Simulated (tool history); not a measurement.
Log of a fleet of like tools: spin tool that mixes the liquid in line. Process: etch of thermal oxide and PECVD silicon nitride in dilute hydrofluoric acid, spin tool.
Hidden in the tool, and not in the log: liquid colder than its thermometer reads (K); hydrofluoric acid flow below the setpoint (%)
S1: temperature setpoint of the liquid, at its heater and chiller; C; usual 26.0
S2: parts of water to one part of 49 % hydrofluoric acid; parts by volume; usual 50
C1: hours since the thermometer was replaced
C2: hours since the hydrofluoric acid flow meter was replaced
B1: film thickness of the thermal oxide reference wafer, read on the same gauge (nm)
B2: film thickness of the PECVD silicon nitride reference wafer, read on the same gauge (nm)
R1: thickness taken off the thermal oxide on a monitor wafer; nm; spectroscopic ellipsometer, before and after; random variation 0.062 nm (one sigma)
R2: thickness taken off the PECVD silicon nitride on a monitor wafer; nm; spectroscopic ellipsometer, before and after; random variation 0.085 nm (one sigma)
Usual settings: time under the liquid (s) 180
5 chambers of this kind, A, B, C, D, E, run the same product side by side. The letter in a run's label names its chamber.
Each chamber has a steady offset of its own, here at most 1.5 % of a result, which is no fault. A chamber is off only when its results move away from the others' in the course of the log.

run 1E day=0.175 | S1=26.0 S2=50 time_under_the_liquid_(s)=180 | C1=839.1 C2=231.3 | B1=99.996 B2=49.961 | R1=20.057 R2=12.879
run 2C day=0.346 | S1=26.0 S2=50 time_under_the_liquid_(s)=180 | C1=198.0 C2=1562.2 | B1=99.998 B2=49.999 | R1=20.201 R2=12.974
run 3D day=0.625 | S1=26.0 S2=50 time_under_the_liquid_(s)=180 | C1=1495.7 C2=1172.0 | B1=99.991 B2=49.976 | R1=20.326 R2=12.874
run 4A day=0.850 | S1=26.0 S2=50 time_under_the_liquid_(s)=180 | C1=1336.0 C2=2531.8 | B1=100.000 B2=50.003 | R1=20.179 R2=12.952
run 5B day=1.171 | S1=26.0 S2=50 time_under_the_liquid_(s)=280 | C1=119.9 C2=943.6 | B1=100.000 B2=50.006 | R1=31.458 R2=20.155
run 6B day=1.438 | S1=26.0 S2=50 time_under_the_liquid_(s)=280 | C1=126.3 C2=950.0 | B1=100.010 B2=49.983 | R1=31.541 R2=20.221
run 7D day=1.679 | S1=26.0 S2=50 time_under_the_liquid_(s)=280 | C1=1521.0 C2=1197.3 | B1=100.000 B2=49.985 | R1=31.180 R2=20.172
-- day=1.792 chamber A: thermometer replaced
run 8C day=2.008 | S1=26.0 S2=50 time_under_the_liquid_(s)=280 | C1=237.9 C2=1602.1 | B1=99.998 B2=49.981 | R1=31.346 R2=20.077
-- day=2.271 chamber A: hydrofluoric acid flow meter replaced
run 9E day=2.271 | S1=26.0 S2=50 time_under_the_liquid_(s)=280 | C1=889.4 C2=281.6 | B1=99.990 B2=50.004 | R1=31.257 R2=20.165
run 10A day=2.442 | S1=31.0 S2=30 time_under_the_liquid_(s)=180 | C1=15.7 C2=4.1 | B1=100.000 B2=49.988 | R1=42.781 R2=29.922
run 11E day=2.633 | S1=31.0 S2=30 time_under_the_liquid_(s)=180 | C1=898.1 C2=290.3 | B1=100.000 B2=50.029 | R1=41.843 R2=29.317
run 12C day=2.838 | S1=31.0 S2=30 time_under_the_liquid_(s)=180 | C1=257.8 C2=1622.0 | B1=100.030 B2=49.981 | R1=42.979 R2=30.102
run 13B day=3.050 | S1=31.0 S2=30 time_under_the_liquid_(s)=180 | C1=165.0 C2=988.7 | B1=100.020 B2=49.996 | R1=42.792 R2=29.822
run 14D day=3.342 | S1=31.0 S2=30 time_under_the_liquid_(s)=180 | C1=1560.9 C2=1237.2 | B1=100.000 B2=50.018 | R1=41.971 R2=29.280
run 15A day=3.696 | S1=26.0 S2=50 time_under_the_liquid_(s)=180 | C1=45.8 C2=34.2 | B1=100.020 B2=49.974 | R1=20.251 R2=13.193
-- day=3.812 chamber D: hydrofluoric acid flow meter replaced
run 16C day=3.904 | S1=26.0 S2=50 time_under_the_liquid_(s)=180 | C1=283.4 C2=1647.6 | B1=99.986 B2=50.004 | R1=20.084 R2=12.957
run 17A day=4.108 | S1=26.0 S2=50 time_under_the_liquid_(s)=180 | C1=55.7 C2=44.1 | B1=100.010 B2=49.991 | R1=20.191 R2=13.075
-- day=4.400 chamber C: hydrofluoric acid flow meter replaced
run 18B day=4.458 | S1=26.0 S2=50 time_under_the_liquid_(s)=180 | C1=198.8 C2=1022.5 | B1=100.000 B2=49.989 | R1=20.207 R2=12.860
run 19D day=4.800 | S1=26.0 S2=50 time_under_the_liquid_(s)=180 | C1=1595.9 C2=23.8 | B1=99.985 B2=50.011 | R1=20.294 R2=12.797
run 20E day=5.088 | S1=26.0 S2=50 time_under_the_liquid_(s)=180 | C1=957.0 C2=349.2 | B1=100.010 B2=49.964 | R1=20.049 R2=12.860
run 21C day=5.421 | S1=26.0 S2=50 time_under_the_liquid_(s)=180 | C1=319.8 C2=24.6 | B1=100.020 B2=50.004 | R1=20.192 R2=12.849
run 22D day=5.621 | S1=26.0 S2=50 time_under_the_liquid_(s)=180 | C1=1615.6 C2=43.5 | B1=99.996 B2=49.988 | R1=20.246 R2=12.868
run 23B day=5.983 | S1=26.0 S2=50 time_under_the_liquid_(s)=180 | C1=235.4 C2=1059.1 | B1=100.010 B2=50.015 | R1=20.264 R2=12.937
run 24A day=6.154 | S1=26.0 S2=50 time_under_the_liquid_(s)=180 | C1=104.8 C2=93.2 | B1=100.010 B2=50.002 | R1=20.222 R2=12.973
run 25E day=6.512 | S1=26.0 S2=50 time_under_the_liquid_(s)=180 | C1=991.2 C2=383.4 | B1=99.994 B2=49.978 | R1=20.070 R2=12.761
run 26C day=6.788 | S1=28.5 S2=50 time_under_the_liquid_(s)=180 | C1=352.6 C2=57.4 | B1=100.000 B2=50.025 | R1=22.299 R2=14.969
run 27A day=7.012 | S1=28.5 S2=50 time_under_the_liquid_(s)=180 | C1=125.4 C2=113.8 | B1=99.996 B2=49.989 | R1=22.242 R2=15.526
run 28E day=7.300 | S1=28.5 S2=50 time_under_the_liquid_(s)=180 | C1=1010.1 C2=402.3 | B1=99.993 B2=49.988 | R1=22.267 R2=15.231
run 29B day=7.558 | S1=28.5 S2=50 time_under_the_liquid_(s)=180 | C1=273.2 C2=1096.9 | B1=99.994 B2=50.015 | R1=22.437 R2=15.070
run 30D day=7.775 | S1=28.5 S2=50 time_under_the_liquid_(s)=180 | C1=1667.3 C2=95.2 | B1=100.010 B2=50.007 | R1=22.310 R2=15.163
run 31D day=8.004 | S1=26.0 S2=50 time_under_the_liquid_(s)=180 | C1=1672.8 C2=100.7 | B1=100.000 B2=50.004 | R1=20.192 R2=12.884
run 32E day=8.288 | S1=26.0 S2=50 time_under_the_liquid_(s)=180 | C1=1033.8 C2=426.0 | B1=100.010 B2=49.957 | R1=20.070 R2=12.844
run 33C day=8.633 | S1=26.0 S2=50 time_under_the_liquid_(s)=180 | C1=396.9 C2=101.7 | B1=99.995 B2=49.984 | R1=20.155 R2=12.830
run 34A day=8.883 | S1=26.0 S2=50 time_under_the_liquid_(s)=180 | C1=170.3 C2=158.7 | B1=99.979 B2=49.989 | R1=20.223 R2=12.965
run 35B day=9.092 | S1=26.0 S2=50 time_under_the_liquid_(s)=180 | C1=310.0 C2=1133.7 | B1=99.987 B2=50.031 | R1=20.342 R2=12.949
run 36B day=9.362 | S1=26.0 S2=50 time_under_the_liquid_(s)=180 | C1=316.5 C2=1140.2 | B1=100.000 B2=50.001 | R1=20.138 R2=12.798
run 37C day=9.579 | S1=26.0 S2=50 time_under_the_liquid_(s)=180 | C1=419.6 C2=124.4 | B1=99.997 B2=50.020 | R1=20.145 R2=12.867
run 38D day=9.858 | S1=26.0 S2=50 time_under_the_liquid_(s)=180 | C1=1717.3 C2=145.2 | B1=99.991 B2=50.009 | R1=20.175 R2=12.917

All 5 chambers run these settings next. Forecast each chamber's results:
run 39A day=10.121 | S1=26.0 S2=50 time_under_the_liquid_(s)=180 | R1=? R2=?
run 39B day=10.121 | S1=26.0 S2=50 time_under_the_liquid_(s)=180 | R1=? R2=?
run 39C day=10.121 | S1=26.0 S2=50 time_under_the_liquid_(s)=180 | R1=? R2=?
run 39D day=10.121 | S1=26.0 S2=50 time_under_the_liquid_(s)=180 | R1=? R2=?
run 39E day=10.121 | S1=26.0 S2=50 time_under_the_liquid_(s)=180 | R1=? R2=?

run=39A R1=20.190 R2=12.963
run=39B R1=20.399 R2=12.930
run=39C R1=20.241 R2=12.777
run=39D R1=20.245 R2=12.927
run=39E R1=20.012 R2=12.817
